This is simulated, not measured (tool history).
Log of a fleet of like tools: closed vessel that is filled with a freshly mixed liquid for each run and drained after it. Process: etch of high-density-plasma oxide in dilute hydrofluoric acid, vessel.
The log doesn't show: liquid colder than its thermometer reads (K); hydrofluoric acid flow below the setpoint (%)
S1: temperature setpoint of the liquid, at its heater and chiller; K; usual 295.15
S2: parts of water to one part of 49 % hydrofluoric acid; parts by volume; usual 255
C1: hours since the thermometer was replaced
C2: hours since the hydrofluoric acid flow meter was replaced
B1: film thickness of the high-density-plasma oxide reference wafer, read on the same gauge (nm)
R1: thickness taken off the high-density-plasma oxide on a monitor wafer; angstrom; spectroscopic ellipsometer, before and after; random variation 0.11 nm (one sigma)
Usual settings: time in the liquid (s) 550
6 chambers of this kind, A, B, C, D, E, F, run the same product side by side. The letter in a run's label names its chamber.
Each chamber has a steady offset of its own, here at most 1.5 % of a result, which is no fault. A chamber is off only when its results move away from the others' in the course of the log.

{"run": "1B", "hour": 10.0, "S1": 295.15, "S2": 255, "time in the liquid (s)": 550, "C1": 704.2, "C2": 109.7, "B1": 69.99, "R1": 125.35}
{"run": "2F", "hour": 24.5, "S1": 295.15, "S2": 255, "time in the liquid (s)": 550, "C1": 1710.4, "C2": 613.3, "B1": 70.029, "R1": 125.4}
{"run": "3D", "hour": 31.8, "S1": 295.15, "S2": 255, "time in the liquid (s)": 550, "C1": 1664.8, "C2": 213.6, "B1": 69.987, "R1": 121.49}
{"run": "4C", "hour": 43.4, "S1": 295.15, "S2": 255, "time in the liquid (s)": 550, "C1": 707.1, "C2": 672.2, "B1": 70, "R1": 120.78}
{"run": "5E", "hour": 51.2, "S1": 295.15, "S2": 165, "time in the liquid (s)": 550, "C1": 253.5, "C2": 276.6, "B1": 70.01, "R1": 208.08}
{"run": "6A", "hour": 60.2, "S1": 295.15, "S2": 165, "time in the liquid (s)": 550, "C1": 212.7, "C2": 249.3, "B1": 70.017, "R1": 209.49}
{"run": "7A", "hour": 70.2, "S1": 295.15, "S2": 165, "time in the liquid (s)": 550, "C1": 222.7, "C2": 259.3, "B1": 69.986, "R1": 208.39}
{"run": "8E", "hour": 82.6, "S1": 295.15, "S2": 165, "time in the liquid (s)": 550, "C1": 284.9, "C2": 308, "B1": 70.004, "R1": 209.63}
{"run": "9B", "hour": 94.4, "S1": 295.15, "S2": 165, "time in the liquid (s)": 550, "C1": 788.6, "C2": 194.1, "B1": 70.01, "R1": 212.51}
{"run": "10F", "hour": 108.0, "S1": 295.15, "S2": 165, "time in the liquid (s)": 550, "C1": 1793.9, "C2": 696.8, "B1": 69.983, "R1": 212.74}
{"run": "11D", "hour": 114.7, "S1": 295.15, "S2": 255, "time in the liquid (s)": 550, "C1": 1747.7, "C2": 296.5, "B1": 69.984, "R1": 123.28}
{"run": "12C", "hour": 126.2, "S1": 295.15, "S2": 255, "time in the liquid (s)": 550, "C1": 789.9, "C2": 755, "B1": 70.025, "R1": 121.72}
{"run": "13F", "hour": 133.6, "S1": 292.15, "S2": 315, "time in the liquid (s)": 550, "C1": 1819.5, "C2": 722.4, "B1": 70.012, "R1": 86.487}
{"run": "14C", "hour": 144.0, "S1": 292.15, "S2": 315, "time in the liquid (s)": 550, "C1": 807.7, "C2": 772.8, "B1": 69.989, "R1": 84.984}
{"run": "15A", "hour": 156.4, "S1": 292.15, "S2": 315, "time in the liquid (s)": 550, "C1": 308.9, "C2": 345.5, "B1": 69.994, "R1": 84.209}
{"hour": 162.8, "done": "chamber D: thermometer replaced"}
{"run": "16D", "hour": 171.8, "S1": 292.15, "S2": 315, "time in the liquid (s)": 550, "C1": 9, "C2": 353.6, "B1": 70.047, "R1": 85.19}
{"run": "17E", "hour": 180.8, "S1": 292.15, "S2": 315, "time in the liquid (s)": 550, "C1": 383.1, "C2": 406.2, "B1": 70.001, "R1": 82.158}
{"run": "18B", "hour": 193.5, "S1": 292.15, "S2": 315, "time in the liquid (s)": 550, "C1": 887.7, "C2": 293.2, "B1": 70.021, "R1": 85.248}
{"run": "19E", "hour": 208.1, "S1": 295.15, "S2": 255, "time in the liquid (s)": 550, "C1": 410.4, "C2": 433.5, "B1": 69.995, "R1": 120.24}
{"run": "20A", "hour": 221.7, "S1": 295.15, "S2": 255, "time in the liquid (s)": 550, "C1": 374.2, "C2": 410.8, "B1": 69.999, "R1": 122.56}
{"run": "21D", "hour": 233.9, "S1": 295.15, "S2": 255, "time in the liquid (s)": 550, "C1": 71.1, "C2": 415.7, "B1": 70.002, "R1": 123.2}
{"run": "22C", "hour": 249.1, "S1": 295.15, "S2": 255, "time in the liquid (s)": 550, "C1": 912.8, "C2": 877.9, "B1": 69.994, "R1": 123.11}
{"run": "23F", "hour": 261.9, "S1": 295.15, "S2": 255, "time in the liquid (s)": 550, "C1": 1947.8, "C2": 850.7, "B1": 69.991, "R1": 125.29}
{"run": "24B", "hour": 273.7, "S1": 295.15, "S2": 255, "time in the liquid (s)": 425, "C1": 967.9, "C2": 373.4, "B1": 69.992, "R1": 95.198}
{"run": "25A", "hour": 282.5, "S1": 295.15, "S2": 255, "time in the liquid (s)": 425, "C1": 435, "C2": 471.6, "B1": 69.998, "R1": 95.685}
{"run": "26E", "hour": 289.4, "S1": 295.15, "S2": 255, "time in the liquid (s)": 425, "C1": 491.7, "C2": 514.8, "B1": 69.993, "R1": 89.545}
{"run": "27D", "hour": 301.9, "S1": 295.15, "S2": 255, "time in the liquid (s)": 425, "C1": 139.1, "C2": 483.7, "B1": 69.999, "R1": 95.845}
{"run": "28F", "hour": 312.4, "S1": 295.15, "S2": 255, "time in the liquid (s)": 425, "C1": 1998.3, "C2": 901.2, "B1": 70.016, "R1": 96}
{"run": "29B", "hour": 325.2, "S1": 295.15, "S2": 255, "time in the liquid (s)": 425, "C1": 1019.4, "C2": 424.9, "B1": 69.979, "R1": 94.934}
{"run": "30C", "hour": 331.9, "S1": 295.15, "S2": 255, "time in the liquid (s)": 550, "C1": 995.6, "C2": 960.7, "B1": 70.007, "R1": 121.98}
{"run": "31C", "hour": 344.8, "S1": 295.15, "S2": 255, "time in the liquid (s)": 550, "C1": 1008.5, "C2": 973.6, "B1": 69.997, "R1": 121.68}
{"run": "32B", "hour": 355.0, "S1": 295.15, "S2": 255, "time in the liquid (s)": 550, "C1": 1049.2, "C2": 454.7, "B1": 70.009, "R1": 122.85}
{"run": "33F", "hour": 366.6, "S1": 295.15, "S2": 255, "time in the liquid (s)": 550, "C1": 2052.5, "C2": 955.4, "B1": 69.996, "R1": 125.31}
{"hour": 372.6, "done": "chamber D: hydrofluoric acid flow meter replaced"}
{"run": "34A", "hour": 378.4, "S1": 295.15, "S2": 255, "time in the liquid (s)": 550, "C1": 530.9, "C2": 567.5, "B1": 70.025, "R1": 123.42}
{"run": "35E", "hour": 389.2, "S1": 295.15, "S2": 255, "time in the liquid (s)": 550, "C1": 591.5, "C2": 614.6, "B1": 70.033, "R1": 116.55}
{"run": "36D", "hour": 398.4, "S1": 295.15, "S2": 255, "time in the liquid (s)": 550, "C1": 235.6, "C2": 25.9, "B1": 70.007, "R1": 122.98}
{"run": "37E", "hour": 413.0, "S1": 295.15, "S2": 255, "time in the liquid (s)": 550, "C1": 615.3, "C2": 638.4, "B1": 70.029, "R1": 114.27}
{"run": "38F", "hour": 422.6, "S1": 293.15, "S2": 360, "time in the liquid (s)": 550, "C1": 2108.5, "C2": 1011.4, "B1": 69.998, "R1": 74.997}
{"run": "39A", "hour": 430.1, "S1": 293.15, "S2": 360, "time in the liquid (s)": 550, "C1": 582.6, "C2": 619.2, "B1": 70.009, "R1": 74.323}

What goes on in this fleet: one chamber off, a drifting gauge, or nothing beyond the chambers' own small offsets? Name the chamber and the cause, if any.

Chamber E drifts away from the others.
Cause: hydrofluoric acid flow below the setpoint (%) = 6.99.
The log may not tell that from: liquid colder than its thermometer reads (K).

Here are 4 candidates for chamber E's next run, each the usual settings with a change, their results left as question marks. Which one brings its results back in line with what the others give on the usual settings?
In line means no further than this from the other chambers' mean on the usual settings: R1 3.8 angstrom
{"run": "40E-1", "hour": 441.1, "S1": 295.15, "S2": 255, "time in the liquid (s)": 505, "R1": "?"}
{"run": "40E-2", "hour": 441.1, "S1": 295.15, "S2": 235, "time in the liquid (s)": 595, "R1": "?"}
{"run": "40E-3", "hour": 441.1, "S1": 295.15, "S2": 255, "time in the liquid (s)": 595, "R1": "?"}
{"run": "40E-4", "hour": 441.1, "S1": 294.65, "S2": 255, "time in the liquid (s)": 470, "R1": "?"}

The other chambers' mean on the usual settings: R1 123.55 angstrom
run=40E-1 R1=103.67
run=40E-2 R1=135.25
run=40E-3 R1=122.14
run=40E-4 R1=94.785
40E-3 brings the chamber back in line.
